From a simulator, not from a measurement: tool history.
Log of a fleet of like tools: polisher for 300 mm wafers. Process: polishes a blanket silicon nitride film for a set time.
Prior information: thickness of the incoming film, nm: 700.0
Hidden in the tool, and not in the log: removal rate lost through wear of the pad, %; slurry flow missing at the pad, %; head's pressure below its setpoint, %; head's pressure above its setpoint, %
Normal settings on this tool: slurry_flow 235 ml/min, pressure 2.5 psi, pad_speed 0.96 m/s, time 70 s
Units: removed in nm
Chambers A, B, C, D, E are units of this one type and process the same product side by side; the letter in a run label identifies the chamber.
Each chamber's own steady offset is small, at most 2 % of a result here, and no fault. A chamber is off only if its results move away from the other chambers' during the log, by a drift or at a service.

run,hour,slurry_flow,pressure,pad_speed,time,wafers polished on this pad,hours since the slurry nozzle was cleaned,hours since the head pressure was calibrated,removed
# hour 4.2: chamber E: worn pad replaced by a new one
1C,9.6,235,2.5,0.96,70,690,168.5,521.7,89.939
# hour 11.1: chamber E: head pressure recalibrated
2A,16.9,235,2.5,0.96,70,1241,265.1,433.0,88.803
# hour 22.4: chamber C: head pressure recalibrated
# hour 23.3: chamber A: worn pad replaced by a new one
# hour 27.1: chamber B: head pressure recalibrated
3D,30.2,235,2.5,0.96,70,701,175.3,372.4,87.470
# hour 35.2: chamber C: worn pad replaced by a new one
4E,38.3,235,2.5,0.96,70,436,152.2,27.2,88.494
5B,45.5,235,2.5,0.96,70,910,122.5,18.4,88.476
# hour 49.9: chamber D: worn pad replaced by a new one
6D,55.8,235,2.5,0.96,70,76,200.9,398.0,88.230
7C,61.9,235,2.5,0.96,70,341,220.8,39.6,90.276
# hour 62.5: chamber A: head pressure recalibrated
# hour 70.2: chamber E: worn pad replaced by a new one
8E,71.5,235,2.5,0.96,70,17,185.4,60.4,86.795
9A,77.3,235,2.9,0.96,83,689,325.5,14.9,122.380
10B,90.0,235,2.9,0.96,83,1478,167.0,62.9,120.830
11A,99.9,235,2.9,0.96,83,977,348.1,37.5,120.630
# hour 110.2: chamber A: worn pad replaced by a new one
# hour 112.7: chamber A: slurry nozzle cleaned
12E,113.0,235,2.9,0.96,83,546,226.9,101.9,122.760
# hour 119.7: chamber C: worn pad replaced by a new one
# hour 125.4: chamber D: worn pad replaced by a new one
13D,125.4,235,2.9,0.96,83,0,270.5,467.6,122.230
# hour 128.8: chamber C: slurry nozzle cleaned
14C,138.7,235,2.5,1.20,48,243,10.0,116.4,73.910
# hour 144.3: chamber E: worn pad replaced by a new one
15B,151.4,235,2.5,1.20,48,2261,228.4,124.3,70.611
16B,158.7,235,2.5,1.20,48,2354,235.7,131.6,71.569
17E,166.2,235,2.5,1.20,48,279,280.1,155.1,73.204
18D,177.9,235,2.5,1.20,48,670,323.0,520.1,72.477
# hour 189.1: chamber D: worn pad replaced by a new one
19C,190.7,235,2.5,0.96,70,906,62.0,168.4,90.540
20A,199.2,235,2.5,0.96,70,1135,86.6,136.8,89.692
# hour 200.0: chamber A: worn pad replaced by a new one
21B,212.0,285,2.5,0.96,62,3034,289.0,184.9,77.964
# hour 213.1: chamber E: worn pad replaced by a new one
# hour 221.3: chamber C: worn pad replaced by a new one
22C,222.8,285,2.5,0.96,62,19,94.1,200.5,81.074
23A,233.1,285,2.5,0.96,62,423,120.5,170.7,79.420
# hour 239.4: chamber B: slurry nozzle cleaned
24E,239.6,285,2.5,0.96,62,338,353.5,228.5,79.763
25D,245.8,285,2.5,0.96,62,723,390.9,588.0,79.248
26E,256.8,275,2.5,0.96,70,558,370.7,245.7,89.514
27D,263.5,275,2.5,0.96,70,949,408.6,605.7,87.819
# hour 267.2: chamber D: worn pad replaced by a new one
28B,273.4,275,2.5,0.96,70,3818,34.1,246.3,86.121
29A,283.7,275,2.5,0.96,70,1068,171.1,221.3,90.222
# hour 287.0: chamber E: worn pad replaced by a new one
30C,290.8,275,2.5,0.96,70,886,162.1,268.5,93.169
# hour 298.5: chamber A: worn pad replaced by a new one
31C,300.4,235,2.5,0.96,70,1009,171.7,278.1,91.014
32A,306.4,235,2.5,0.96,70,101,193.8,244.0,89.121
# hour 308.8: chamber C: worn pad replaced by a new one
33E,316.6,235,2.5,0.96,70,377,430.5,305.5,88.285
34D,325.1,235,2.5,1.28,48,739,470.2,667.3,75.588
# hour 329.4: chamber D: worn pad replaced by a new one
35B,333.8,235,2.5,1.28,48,4588,94.5,306.7,71.235
36C,340.6,235,2.5,1.28,48,406,211.9,318.3,78.396
37A,346.8,235,2.5,1.28,48,616,234.2,284.4,76.102
38D,354.3,235,2.5,1.28,48,318,499.4,696.5,77.062

All 5 chambers run these settings next. Forecast each chamber's results:
39A,364.0,260,2.5,0.96,70,,,,?
39B,364.0,260,2.5,0.96,70,,,,?
39C,364.0,260,2.5,0.96,70,,,,?
39D,364.0,260,2.5,0.96,70,,,,?
39E,364.0,260,2.5,0.96,70,,,,?

run,removed
39A,89.333
39B,84.877
39C,91.565
39D,89.834
39E,90.282

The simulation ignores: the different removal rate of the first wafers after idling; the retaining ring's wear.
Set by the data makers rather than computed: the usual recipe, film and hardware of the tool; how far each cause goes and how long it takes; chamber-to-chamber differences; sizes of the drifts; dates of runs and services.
